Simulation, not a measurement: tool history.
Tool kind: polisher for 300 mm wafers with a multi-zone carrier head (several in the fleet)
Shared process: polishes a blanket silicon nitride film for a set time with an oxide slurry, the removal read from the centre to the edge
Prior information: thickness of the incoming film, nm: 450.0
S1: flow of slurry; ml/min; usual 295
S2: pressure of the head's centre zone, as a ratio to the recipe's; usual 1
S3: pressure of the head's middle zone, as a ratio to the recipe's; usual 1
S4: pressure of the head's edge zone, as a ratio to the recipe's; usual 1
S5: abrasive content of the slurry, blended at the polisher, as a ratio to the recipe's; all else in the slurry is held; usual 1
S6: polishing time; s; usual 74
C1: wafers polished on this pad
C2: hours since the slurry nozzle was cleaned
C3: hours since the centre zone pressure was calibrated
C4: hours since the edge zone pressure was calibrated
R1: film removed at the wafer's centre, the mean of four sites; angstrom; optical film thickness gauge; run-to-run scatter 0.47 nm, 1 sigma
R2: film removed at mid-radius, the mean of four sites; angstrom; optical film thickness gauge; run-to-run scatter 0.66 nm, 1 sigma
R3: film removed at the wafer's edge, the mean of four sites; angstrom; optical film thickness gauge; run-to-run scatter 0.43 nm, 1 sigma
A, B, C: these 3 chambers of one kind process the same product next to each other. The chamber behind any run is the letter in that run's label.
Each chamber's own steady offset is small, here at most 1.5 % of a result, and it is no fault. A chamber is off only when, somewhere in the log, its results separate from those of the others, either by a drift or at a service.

run,hour,S1,S2,S3,S4,S5,S6,C1,C2,C3,C4,R1,R2,R3
1A,10.8,295,1,1,1,1,74,184,315.2,1534.4,434.3,690.61,709.8,694.45
2B,19.6,295,1,1,1,1,74,561,69.3,31.9,486.9,694.87,706.76,693.02
3C,26.8,295,1,1,1,1,74,708,96.6,192.1,374.3,702.2,697.82,692.54
4A,36.8,295,1,1,1,1,74,386,341.2,1560.4,460.3,707.25,694.89,687.91
5B,42.9,295,1,1,1,1,74,742,92.6,55.2,510.2,694.19,704.56,698.41
6C,50.7,295,1,1,1,1,74,893,120.5,216,398.2,709.89,687.08,694.33
7C,60.4,295,0.92,1,1,0.85,74,968,130.2,225.7,407.9,597.63,643.25,641.91
8B,67.1,295,0.92,1,1,0.85,74,930,116.8,79.4,534.4,582.49,652.97,640.03
# hour 70.3: chamber A: centre zone pressure recalibrated
# hour 75.9: chamber C: worn pad replaced by a new one
# hour 76.4: chamber A: edge zone pressure recalibrated
9A,76.8,295,0.92,1,1,0.85,74,696,381.2,6.5,0.5,559.07,660.02,636.23
# hour 77.3: chamber A: worn pad replaced by a new one
10C,85.4,295,1,1,1,1,74,74,155.2,250.7,432.9,699.27,696.37,688.18
# hour 86.5: chamber B: worn pad replaced by a new one
11B,94.8,295,1,1,1,1,74,64,144.5,107.1,562.1,684.29,711.15,694.29
12A,106.2,295,1,1,1,1,74,224,410.6,35.9,29.9,650.49,710.57,690.4
13A,117.3,295,1,1,1,1,74,310,421.7,47,41,658.46,704.03,688.98
14B,122.7,295,1,1,1,1,74,281,172.4,135,590,685.73,709.38,688.85
15C,132.6,295,1,1,1,1,74,440,202.4,297.9,480.1,705.67,690.38,688.77
16C,141.3,295,1,1,1,1,74,507,211.1,306.6,488.8,693.76,695.52,698.81
17B,152.2,295,1,1,1,1,74,509,201.9,164.5,619.5,690.92,708.78,695.48
18A,158.2,295,1,1,1,1,74,627,462.6,87.9,81.9,658.99,702.87,687.76
19B,167.8,295,1,1,1,1,74,630,217.5,180.1,635.1,688.27,705.27,690.27
20C,175.9,295,1,1,1,1,74,776,245.7,341.2,523.4,708.64,699.51,694.1
# hour 177.4: chamber A: worn pad replaced by a new one
# hour 181.8: chamber C: worn pad replaced by a new one
21A,186.4,295,1,1,0.93,0.85,74,70,490.8,116.1,110.1,610.11,659.37,617.09
22B,196.3,295,1,1,0.93,0.85,74,852,246,208.6,663.6,649.42,650.08,621.14
23A,201.6,295,1,1,0.93,0.85,74,188,506,131.3,125.3,607.51,659.45,620.78
24C,213,295,1,1,1,1,74,242,282.8,378.3,560.5,709.72,693.83,689.56

Is one chamber off against the others, does the gauge drift, or is nothing wrong? If a chamber is off, say which, and what the likeliest cause is.

After it was serviced, chamber A no longer matches the other chambers.
What lies behind it: centre zone's pressure below its setpoint, % = 6.

Here are 4 candidates for chamber A's next run, each the usual settings with a change, their results left as question marks. Which one brings its results back in line with what the others give on the usual settings?
Allowed miss from the other chambers' usual-settings mean, per result, to count as in line: R1 16 angstrom; R2 23 angstrom; R3 15 angstrom
25A-1,221.3,290,0.95,1.02,1.01,1,73,,,,,?,?,?
25A-2,221.3,300,1.05,0.98,0.99,1,75,,,,,?,?,?
25A-3,221.3,295,0.98,1.01,1,1,74,,,,,?,?,?
25A-4,221.3,295,1.02,0.99,1,1,74,,,,,?,?,?

What the other chambers average on the usual settings: R1 697.86 angstrom; R2 700.47 angstrom; R3 694.35 angstrom
run,R1,R2,R3
25A-1,607.56,709.04,683.66
25A-2,698.52,704.56,697.28
25A-3,638.33,713.47,690.43
25A-4,666.68,700.53,690.62
It is 25A-2 that realigns the chamber with its peers.
